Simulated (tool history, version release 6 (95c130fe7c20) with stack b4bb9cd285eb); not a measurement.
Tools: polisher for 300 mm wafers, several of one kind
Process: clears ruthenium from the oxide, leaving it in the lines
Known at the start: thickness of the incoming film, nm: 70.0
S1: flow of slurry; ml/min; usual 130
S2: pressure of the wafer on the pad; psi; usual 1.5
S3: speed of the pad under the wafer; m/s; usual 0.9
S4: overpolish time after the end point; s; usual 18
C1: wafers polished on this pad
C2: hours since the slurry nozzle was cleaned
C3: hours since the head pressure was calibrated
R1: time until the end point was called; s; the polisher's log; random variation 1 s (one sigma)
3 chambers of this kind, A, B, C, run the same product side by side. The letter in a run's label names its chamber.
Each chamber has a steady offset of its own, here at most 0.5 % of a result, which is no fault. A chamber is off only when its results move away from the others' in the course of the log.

run 1B hour=7.3 | S1=130 S2=1.5 S3=0.9 S4=18 | C1=319 C2=180 C3=452.3 | R1=99.6
run 2C hour=12.8 | S1=130 S2=1.5 S3=0.9 S4=18 | C1=891 C2=206.8 C3=74 | R1=99.335
run 3A hour=17.2 | S1=130 S2=1.5 S3=0.9 S4=18 | C1=810 C2=160.7 C3=994.4 | R1=96.96
-- hour=17.4 chamber A: worn pad replaced by a new one
run 4B hour=21.7 | S1=130 S2=1.5 S3=0.9 S4=18 | C1=400 C2=194.4 C3=466.7 | R1=98.388
run 5C hour=27.3 | S1=130 S2=1.5 S3=0.9 S4=18 | C1=972 C2=221.3 C3=88.5 | R1=96.957
run 6A hour=32.1 | S1=130 S2=1.5 S3=0.9 S4=18 | C1=82 C2=175.6 C3=1009.3 | R1=97.253
run 7C hour=38.6 | S1=130 S2=1.5 S3=0.9 S4=18 | C1=1035 C2=232.6 C3=99.8 | R1=100.81
run 8B hour=43.4 | S1=130 S2=1.5 S3=0.9 S4=18 | C1=521 C2=216.1 C3=488.4 | R1=99.128
run 9A hour=47.3 | S1=130 S2=1.1 S3=0.9 S4=18 | C1=167 C2=190.8 C3=1024.5 | R1=130.66
-- hour=48 chamber B: worn pad replaced by a new one
run 10B hour=50.7 | S1=130 S2=1.1 S3=0.9 S4=18 | C1=15 C2=223.4 C3=495.7 | R1=134.2
run 11A hour=55.2 | S1=130 S2=1.1 S3=0.9 S4=18 | C1=211 C2=198.7 C3=1032.4 | R1=133.26
run 12C hour=59.3 | S1=130 S2=1.5 S3=1.14 S4=24 | C1=1151 C2=253.3 C3=120.5 | R1=78.845
-- hour=61.6 chamber C: worn pad replaced by a new one
run 13C hour=66.7 | S1=130 S2=1.5 S3=1.14 S4=24 | C1=29 C2=260.7 C3=127.9 | R1=78.91
run 14A hour=74.1 | S1=130 S2=1.5 S3=1.14 S4=24 | C1=317 C2=217.6 C3=1051.3 | R1=77.273
run 15B hour=79.5 | S1=130 S2=1.5 S3=0.9 S4=18 | C1=176 C2=252.2 C3=524.5 | R1=99.089
run 16A hour=82.8 | S1=130 S2=1.5 S3=0.9 S4=18 | C1=365 C2=226.3 C3=1060 | R1=99.464
run 17B hour=89.2 | S1=130 S2=1.5 S3=0.9 S4=18 | C1=230 C2=261.9 C3=534.2 | R1=99.432
run 18C hour=94.6 | S1=130 S2=1.5 S3=0.9 S4=18 | C1=184 C2=288.6 C3=155.8 | R1=99.205
run 19C hour=100.8 | S1=170 S2=1.5 S3=1.1 S4=18 | C1=219 C2=294.8 C3=162 | R1=76.748
run 20A hour=106.4 | S1=170 S2=1.5 S3=1.1 S4=18 | C1=497 C2=249.9 C3=1083.6 | R1=76.109
run 21B hour=112.9 | S1=170 S2=1.5 S3=1.1 S4=18 | C1=362 C2=285.6 C3=557.9 | R1=77.843
run 22C hour=116.9 | S1=130 S2=1.5 S3=0.9 S4=18 | C1=309 C2=310.9 C3=178.1 | R1=97.578
run 23A hour=122.9 | S1=130 S2=1.5 S3=0.9 S4=18 | C1=590 C2=266.4 C3=1100.1 | R1=98.941
run 24B hour=129 | S1=130 S2=1.5 S3=0.9 S4=18 | C1=452 C2=301.7 C3=574 | R1=101.78
-- hour=133.8 chamber B: worn pad replaced by a new one
run 25C hour=135.1 | S1=130 S2=1.5 S3=0.9 S4=18 | C1=411 C2=329.1 C3=196.3 | R1=98.103
run 26B hour=141.9 | S1=130 S2=1.5 S3=0.9 S4=18 | C1=45 C2=314.6 C3=586.9 | R1=101.74
run 27A hour=148.5 | S1=130 S2=1.5 S3=0.9 S4=18 | C1=733 C2=292 C3=1125.7 | R1=97.147
run 28B hour=155.4 | S1=130 S2=1.2 S3=0.9 S4=18 | C1=121 C2=328.1 C3=600.4 | R1=126.93
run 29C hour=159.7 | S1=130 S2=1.2 S3=0.9 S4=18 | C1=548 C2=353.7 C3=220.9 | R1=121.24
run 30A hour=165.3 | S1=130 S2=1.2 S3=0.9 S4=18 | C1=826 C2=308.8 C3=1142.5 | R1=120.82
-- hour=169.1 chamber A: worn pad replaced by a new one
-- hour=170.2 chamber C: slurry nozzle cleaned
run 31A hour=171.7 | S1=130 S2=1.5 S3=0.9 S4=18 | C1=14 C2=315.2 C3=1148.9 | R1=95.83
run 32C hour=175.4 | S1=130 S2=1.5 S3=0.9 S4=18 | C1=636 C2=5.3 C3=236.6 | R1=98.901
run 33B hour=180.4 | S1=130 S2=1.5 S3=0.9 S4=18 | C1=260 C2=353.1 C3=625.4 | R1=103.41
run 34B hour=185.9 | S1=130 S2=1.5 S3=0.9 S4=18 | C1=291 C2=358.6 C3=630.9 | R1=103.22
run 35A hour=189.9 | S1=130 S2=1.5 S3=0.9 S4=18 | C1=116 C2=333.4 C3=1167.1 | R1=98.306
run 36C hour=194.4 | S1=130 S2=1.5 S3=0.9 S4=18 | C1=742 C2=24.3 C3=255.6 | R1=97.063
run 37A hour=199.2 | S1=130 S2=1.4 S3=0.9 S4=25 | C1=168 C2=342.7 C3=1176.4 | R1=105.98
run 38C hour=205.6 | S1=130 S2=1.4 S3=0.9 S4=25 | C1=805 C2=35.5 C3=266.8 | R1=108.84
run 39B hour=210 | S1=130 S2=1.4 S3=0.9 S4=25 | C1=426 C2=382.7 C3=655 | R1=114
run 40C hour=213.4 | S1=105 S2=1.3 S3=0.9 S4=18 | C1=848 C2=43.3 C3=274.6 | R1=120.72
run 41A hour=217.2 | S1=105 S2=1.3 S3=0.9 S4=18 | C1=268 C2=360.7 C3=1194.4 | R1=118.04

Is one chamber off against the others, does the gauge drift, or is nothing wrong? If a chamber is off, say which, and what the likeliest cause is.

Chamber B drifts away from the others.
Cause: slurry flow missing at the pad, % = 29.6.
The log may not tell that from: head's pressure below its setpoint, %.

Here are 4 candidates for chamber B's next run, each the usual settings with a change, their results left as question marks. Which one brings its results back in line with what the others give on the usual settings?
In line means no further than this from the other chambers' mean on the usual settings: R1 3.7 s
run 42B-1 hour=222.6 | S1=130 S2=1.5 S3=0.92 S4=18 | R1=?
run 42B-2 hour=222.6 | S1=130 S2=1.5 S3=0.82 S4=18 | R1=?
run 42B-3 hour=222.6 | S1=130 S2=1.5 S3=0.88 S4=18 | R1=?
run 42B-4 hour=222.6 | S1=135 S2=1.5 S3=0.98 S4=18 | R1=?

The other chambers' mean on the usual settings: R1 98.375 s
run=42B-1 R1=105.19
run=42B-2 R1=117.99
run=42B-3 R1=109.96
run=42B-4 R1=97.788
42B-4 brings the chamber back in line.
